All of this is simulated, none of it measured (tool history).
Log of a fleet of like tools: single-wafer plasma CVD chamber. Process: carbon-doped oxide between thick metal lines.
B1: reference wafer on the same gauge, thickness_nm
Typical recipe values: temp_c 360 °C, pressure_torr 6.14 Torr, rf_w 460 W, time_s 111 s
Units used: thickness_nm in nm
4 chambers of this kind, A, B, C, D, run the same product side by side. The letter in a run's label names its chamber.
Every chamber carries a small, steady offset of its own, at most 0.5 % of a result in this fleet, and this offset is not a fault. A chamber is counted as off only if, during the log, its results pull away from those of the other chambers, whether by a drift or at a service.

run 1B hour=2.6 | temp_c=360 pressure_torr=6.14 rf_w=460 time_s=111 | B1=555.94 | thickness_nm=530.20
run 2A hour=6.1 | temp_c=360 pressure_torr=6.14 rf_w=460 time_s=111 | B1=556.02 | thickness_nm=532.63
run 3C hour=10.4 | temp_c=360 pressure_torr=6.14 rf_w=460 time_s=111 | B1=556.03 | thickness_nm=534.90
run 4D hour=14.7 | temp_c=360 pressure_torr=6.14 rf_w=460 time_s=111 | B1=556.16 | thickness_nm=531.61
run 5A hour=17.4 | temp_c=360 pressure_torr=6.14 rf_w=460 time_s=111 | B1=556.32 | thickness_nm=532.19
run 6C hour=21.0 | temp_c=360 pressure_torr=6.14 rf_w=460 time_s=111 | B1=556.26 | thickness_nm=536.62
-- hour=21.3 chamber D: capacitance manometer re-zeroed and calibrated
run 7B hour=23.7 | temp_c=360 pressure_torr=6.14 rf_w=460 time_s=111 | B1=556.37 | thickness_nm=531.46
run 8D hour=26.2 | temp_c=360 pressure_torr=6.14 rf_w=460 time_s=111 | B1=556.44 | thickness_nm=532.13
run 9D hour=28.8 | temp_c=360 pressure_torr=6.14 rf_w=460 time_s=111 | B1=556.48 | thickness_nm=532.67
run 10B hour=33.7 | temp_c=360 pressure_torr=6.14 rf_w=460 time_s=111 | B1=556.69 | thickness_nm=532.84
run 11C hour=35.9 | temp_c=360 pressure_torr=6.14 rf_w=460 time_s=111 | B1=556.56 | thickness_nm=536.37
run 12A hour=38.5 | temp_c=360 pressure_torr=6.14 rf_w=505 time_s=120 | B1=556.74 | thickness_nm=610.56
run 13D hour=41.9 | temp_c=360 pressure_torr=6.14 rf_w=505 time_s=120 | B1=556.86 | thickness_nm=608.95
run 14B hour=46.2 | temp_c=360 pressure_torr=6.14 rf_w=505 time_s=120 | B1=556.81 | thickness_nm=609.63
run 15A hour=49.9 | temp_c=360 pressure_torr=6.14 rf_w=505 time_s=120 | B1=556.88 | thickness_nm=609.59
run 16C hour=54.5 | temp_c=347 pressure_torr=6.14 rf_w=460 time_s=111 | B1=556.81 | thickness_nm=553.73
run 17A hour=57.1 | temp_c=347 pressure_torr=6.14 rf_w=460 time_s=111 | B1=556.96 | thickness_nm=550.02
run 18C hour=60.8 | temp_c=347 pressure_torr=6.14 rf_w=460 time_s=111 | B1=556.93 | thickness_nm=554.05
run 19B hour=63.7 | temp_c=347 pressure_torr=6.14 rf_w=460 time_s=111 | B1=557.00 | thickness_nm=549.27
run 20D hour=67.6 | temp_c=360 pressure_torr=6.14 rf_w=460 time_s=111 | B1=557.17 | thickness_nm=531.75
run 21B hour=70.8 | temp_c=360 pressure_torr=6.14 rf_w=460 time_s=111 | B1=557.05 | thickness_nm=532.21
run 22D hour=73.8 | temp_c=360 pressure_torr=6.14 rf_w=460 time_s=111 | B1=557.24 | thickness_nm=533.10
run 23C hour=77.2 | temp_c=360 pressure_torr=6.14 rf_w=460 time_s=111 | B1=557.22 | thickness_nm=536.75
run 24A hour=79.5 | temp_c=360 pressure_torr=6.14 rf_w=460 time_s=111 | B1=557.30 | thickness_nm=533.46
run 25A hour=83.2 | temp_c=360 pressure_torr=6.14 rf_w=545 time_s=126 | B1=557.39 | thickness_nm=672.27
run 26B hour=87.2 | temp_c=360 pressure_torr=6.14 rf_w=545 time_s=126 | B1=557.41 | thickness_nm=671.61
run 27D hour=91.2 | temp_c=360 pressure_torr=6.14 rf_w=545 time_s=126 | B1=557.60 | thickness_nm=671.26
run 28C hour=95.4 | temp_c=360 pressure_torr=6.14 rf_w=545 time_s=126 | B1=557.65 | thickness_nm=674.14
run 29B hour=97.5 | temp_c=360 pressure_torr=6.14 rf_w=460 time_s=129 | B1=557.68 | thickness_nm=620.36
run 30D hour=99.8 | temp_c=360 pressure_torr=6.14 rf_w=460 time_s=129 | B1=557.68 | thickness_nm=619.01
run 31A hour=103.2 | temp_c=360 pressure_torr=6.14 rf_w=460 time_s=129 | B1=557.69 | thickness_nm=618.68
run 32C hour=106.3 | temp_c=360 pressure_torr=6.14 rf_w=460 time_s=129 | B1=557.78 | thickness_nm=623.44
run 33C hour=110.0 | temp_c=360 pressure_torr=6.14 rf_w=460 time_s=111 | B1=557.67 | thickness_nm=536.78
run 34B hour=113.2 | temp_c=360 pressure_torr=6.14 rf_w=460 time_s=111 | B1=557.91 | thickness_nm=533.22
run 35D hour=116.4 | temp_c=360 pressure_torr=6.14 rf_w=460 time_s=111 | B1=558.03 | thickness_nm=532.83
run 36A hour=121.1 | temp_c=360 pressure_torr=6.14 rf_w=460 time_s=111 | B1=557.87 | thickness_nm=533.58
run 37B hour=124.9 | temp_c=360 pressure_torr=6.14 rf_w=460 time_s=111 | B1=558.16 | thickness_nm=534.22
run 38A hour=129.5 | temp_c=360 pressure_torr=6.14 rf_w=460 time_s=111 | B1=558.12 | thickness_nm=534.81
run 39D hour=132.5 | temp_c=360 pressure_torr=6.14 rf_w=460 time_s=111 | B1=558.20 | thickness_nm=533.02
run 40C hour=137.3 | temp_c=360 pressure_torr=6.14 rf_w=460 time_s=111 | B1=558.33 | thickness_nm=537.33
run 41A hour=140.9 | temp_c=360 pressure_torr=6.14 rf_w=460 time_s=111 | B1=558.29 | thickness_nm=533.21
run 42B hour=145.1 | temp_c=360 pressure_torr=6.14 rf_w=460 time_s=111 | B1=558.36 | thickness_nm=533.63
run 43C hour=149.0 | temp_c=360 pressure_torr=6.14 rf_w=460 time_s=111 | B1=558.45 | thickness_nm=537.23
run 44D hour=152.6 | temp_c=360 pressure_torr=6.14 rf_w=460 time_s=111 | B1=558.58 | thickness_nm=534.26

All 4 chambers run these settings next. Forecast each chamber's results:
run 45A hour=156.1 | temp_c=360 pressure_torr=6.14 rf_w=460 time_s=111 | thickness_nm=?
run 45B hour=156.1 | temp_c=360 pressure_torr=6.14 rf_w=460 time_s=111 | thickness_nm=?
run 45C hour=156.1 | temp_c=360 pressure_torr=6.14 rf_w=460 time_s=111 | thickness_nm=?
run 45D hour=156.1 | temp_c=360 pressure_torr=6.14 rf_w=460 time_s=111 | thickness_nm=?

run=45A thickness_nm=534.16
run=45B thickness_nm=533.43
run=45C thickness_nm=537.53
run=45D thickness_nm=532.69
